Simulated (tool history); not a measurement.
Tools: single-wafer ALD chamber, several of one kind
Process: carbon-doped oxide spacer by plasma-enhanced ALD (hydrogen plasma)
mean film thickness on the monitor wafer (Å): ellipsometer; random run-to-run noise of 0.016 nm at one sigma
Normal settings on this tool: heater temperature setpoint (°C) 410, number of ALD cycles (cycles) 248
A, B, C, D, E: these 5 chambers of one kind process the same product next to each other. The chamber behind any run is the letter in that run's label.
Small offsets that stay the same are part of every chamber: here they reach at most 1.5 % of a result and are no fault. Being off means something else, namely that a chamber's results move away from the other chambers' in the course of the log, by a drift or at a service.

run	hour	heater temperature setpoint (°C)	number of ALD cycles (cycles)	hours since the last thermocouple change	read-back reference wafer on the same gauge, thickness_nm	mean film thickness on the monitor wafer (Å)
1D	5.3	410	248	751.8	12.399	119.37
2A	8.9	410	248	758.3	12.394	119.26
3C	11.8	410	248	519.2	12.389	120.55
4E	15.5	410	248	613.1	12.395	119.53
5B	21.6	410	248	667.9	12.392	121.61
6B	27	410	248	673.3	12.388	121.69
7A	32.2	414	248	781.6	12.382	117.69
8E	35.4	414	248	633	12.383	118.1
9C	38.8	414	248	546.2	12.384	119.28
10D	42.9	414	248	789.4	12.38	117.7
11B	46.7	414	248	693	12.379	119.63
12A	52.9	410	248	802.3	12.377	118.95
13C	58.5	410	248	565.9	12.372	120.55
14E	61.8	410	248	659.4	12.371	119.3
15D	67.8	410	248	814.3	12.373	119.25
16C	72.2	410	248	579.6	12.369	120.07
17E	77.9	410	248	675.5	12.364	119.31
18B	83.6	410	248	729.9	12.364	121.25
19D	88.6	410	248	835.1	12.362	119.16
20A	91.7	410	248	841.1	12.361	119.08
21D	95.7	410	248	842.2	12.356	118.76
22A	101.5	421	248	850.9	12.354	114.77
23B	106.9	421	248	753.2	12.354	117.13
24E	110.5	421	248	708.1	12.352	114.76
25C	114.8	421	248	622.2	12.348	116
26D	118.3	421	248	864.8	12.347	114.61
27E	123.6	410	248	721.2	12.344	118.83
28A	126.4	410	208	875.8	12.344	99.84
29C	131.7	410	208	639.1	12.342	100.97
30B	137.1	410	208	783.4	12.34	101.47
31B	140.3	410	208	786.6	12.333	101.55
32C	143.8	410	208	651.2	12.336	100.73
33D	148.5	404	230	895	12.332	111.97

All chambers now run identical settings, listed one chamber a line with results as question marks. What results will each chamber show?
34A	153.1	410	248			?
34B	153.1	410	248			?
34C	153.1	410	248			?
34D	153.1	410	248			?
34E	153.1	410	248			?

run	mean film thickness on the monitor wafer (Å)
34A	118.74
34B	120.76
34C	120.03
34D	118.51
34E	119.13
